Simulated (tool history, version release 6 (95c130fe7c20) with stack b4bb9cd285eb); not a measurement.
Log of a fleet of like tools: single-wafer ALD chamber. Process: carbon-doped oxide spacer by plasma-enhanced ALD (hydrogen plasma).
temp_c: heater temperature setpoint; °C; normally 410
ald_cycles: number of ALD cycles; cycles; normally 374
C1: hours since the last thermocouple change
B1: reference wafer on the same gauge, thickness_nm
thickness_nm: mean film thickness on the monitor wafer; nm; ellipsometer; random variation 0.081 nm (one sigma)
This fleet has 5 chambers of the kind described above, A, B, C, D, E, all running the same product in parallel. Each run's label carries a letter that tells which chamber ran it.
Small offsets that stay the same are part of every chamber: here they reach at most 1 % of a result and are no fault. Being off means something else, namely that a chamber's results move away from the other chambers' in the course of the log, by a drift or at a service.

run 1E hour=4.2 | temp_c=410 ald_cycles=374 | C1=142.5 | B1=15.088 | thickness_nm=18.251
run 2D hour=12 | temp_c=410 ald_cycles=374 | C1=643.6 | B1=15.1 | thickness_nm=18.117
run 3C hour=16.3 | temp_c=410 ald_cycles=374 | C1=752.4 | B1=15.098 | thickness_nm=18.026
run 4A hour=20.4 | temp_c=410 ald_cycles=374 | C1=469 | B1=15.123 | thickness_nm=18.19
run 5B hour=25.8 | temp_c=410 ald_cycles=374 | C1=2177.3 | B1=15.092 | thickness_nm=18.164
run 6D hour=31.9 | temp_c=424 ald_cycles=445 | C1=663.5 | B1=15.095 | thickness_nm=20.486
run 7E hour=37.5 | temp_c=424 ald_cycles=445 | C1=175.8 | B1=15.096 | thickness_nm=20.805
run 8C hour=43.8 | temp_c=424 ald_cycles=445 | C1=779.9 | B1=15.081 | thickness_nm=20.452
run 9A hour=48.6 | temp_c=424 ald_cycles=445 | C1=497.2 | B1=15.094 | thickness_nm=20.829
run 10B hour=55.2 | temp_c=424 ald_cycles=445 | C1=2206.7 | B1=15.11 | thickness_nm=20.765
run 11B hour=62.5 | temp_c=410 ald_cycles=418 | C1=2214 | B1=15.112 | thickness_nm=20.397
run 12C hour=70.5 | temp_c=410 ald_cycles=418 | C1=806.6 | B1=15.099 | thickness_nm=20.113
run 13E hour=76 | temp_c=410 ald_cycles=418 | C1=214.3 | B1=15.101 | thickness_nm=20.457
run 14D hour=79.9 | temp_c=410 ald_cycles=418 | C1=711.5 | B1=15.095 | thickness_nm=20.2
run 15A hour=84.5 | temp_c=410 ald_cycles=418 | C1=533.1 | B1=15.094 | thickness_nm=20.505
run 16E hour=90.5 | temp_c=410 ald_cycles=374 | C1=228.8 | B1=15.108 | thickness_nm=18.33
run 17C hour=96.5 | temp_c=410 ald_cycles=374 | C1=832.6 | B1=15.09 | thickness_nm=17.929
run 18B hour=101.5 | temp_c=410 ald_cycles=403 | C1=2253 | B1=15.111 | thickness_nm=19.778
run 19A hour=105.9 | temp_c=410 ald_cycles=403 | C1=554.5 | B1=15.081 | thickness_nm=19.61
run 20D hour=113.2 | temp_c=410 ald_cycles=403 | C1=744.8 | B1=15.092 | thickness_nm=19.469
run 21C hour=118.1 | temp_c=410 ald_cycles=403 | C1=854.2 | B1=15.091 | thickness_nm=19.606
run 22E hour=122.1 | temp_c=410 ald_cycles=403 | C1=260.4 | B1=15.099 | thickness_nm=19.762
run 23A hour=130.5 | temp_c=410 ald_cycles=374 | C1=579.1 | B1=15.11 | thickness_nm=18.392
run 24B hour=139.1 | temp_c=397 ald_cycles=374 | C1=2290.6 | B1=15.12 | thickness_nm=18.879
run 25D hour=145.3 | temp_c=397 ald_cycles=374 | C1=776.9 | B1=15.11 | thickness_nm=18.572
run 26B hour=151.2 | temp_c=397 ald_cycles=374 | C1=2302.7 | B1=15.096 | thickness_nm=18.922
run 27A hour=158.9 | temp_c=397 ald_cycles=374 | C1=607.5 | B1=15.097 | thickness_nm=18.813
run 28C hour=162.9 | temp_c=397 ald_cycles=374 | C1=899 | B1=15.084 | thickness_nm=18.612
run 29D hour=167.2 | temp_c=410 ald_cycles=374 | C1=798.8 | B1=15.1 | thickness_nm=18.13
run 30E hour=174.3 | temp_c=410 ald_cycles=374 | C1=312.6 | B1=15.096 | thickness_nm=18.376
run 31A hour=180.7 | temp_c=410 ald_cycles=374 | C1=629.3 | B1=15.089 | thickness_nm=18.294
run 32C hour=189.1 | temp_c=410 ald_cycles=374 | C1=925.2 | B1=15.098 | thickness_nm=18.063
run 33E hour=193.8 | temp_c=410 ald_cycles=374 | C1=332.1 | B1=15.097 | thickness_nm=18.378
run 34B hour=197.7 | temp_c=410 ald_cycles=374 | C1=2349.2 | B1=15.103 | thickness_nm=18.235
run 35D hour=203.8 | temp_c=410 ald_cycles=374 | C1=835.4 | B1=15.09 | thickness_nm=18.041
run 36B hour=208.6 | temp_c=410 ald_cycles=374 | C1=2360.1 | B1=15.097 | thickness_nm=18.39
run 37E hour=213 | temp_c=410 ald_cycles=374 | C1=351.3 | B1=15.107 | thickness_nm=18.379
run 38D hour=218.1 | temp_c=410 ald_cycles=374 | C1=849.7 | B1=15.104 | thickness_nm=18.124
run 39C hour=226.1 | temp_c=410 ald_cycles=374 | C1=962.2 | B1=15.09 | thickness_nm=18.194
run 40A hour=234.3 | temp_c=395 ald_cycles=423 | C1=682.9 | B1=15.099 | thickness_nm=21.276
run 41C hour=242.1 | temp_c=395 ald_cycles=423 | C1=978.2 | B1=15.107 | thickness_nm=21.076
run 42E hour=249.8 | temp_c=395 ald_cycles=423 | C1=388.1 | B1=15.103 | thickness_nm=21.309
run 43B hour=255 | temp_c=395 ald_cycles=423 | C1=2406.5 | B1=15.097 | thickness_nm=21.221

Each of the 5 chambers runs these same settings next. Fill in every chamber's results:
run 44A hour=261.2 | temp_c=410 ald_cycles=374 | thickness_nm=?
run 44B hour=261.2 | temp_c=410 ald_cycles=374 | thickness_nm=?
run 44C hour=261.2 | temp_c=410 ald_cycles=374 | thickness_nm=?
run 44D hour=261.2 | temp_c=410 ald_cycles=374 | thickness_nm=?
run 44E hour=261.2 | temp_c=410 ald_cycles=374 | thickness_nm=?

run=44A thickness_nm=18.197
run=44B thickness_nm=18.227
run=44C thickness_nm=17.957
run=44D thickness_nm=17.917
run=44E thickness_nm=18.292

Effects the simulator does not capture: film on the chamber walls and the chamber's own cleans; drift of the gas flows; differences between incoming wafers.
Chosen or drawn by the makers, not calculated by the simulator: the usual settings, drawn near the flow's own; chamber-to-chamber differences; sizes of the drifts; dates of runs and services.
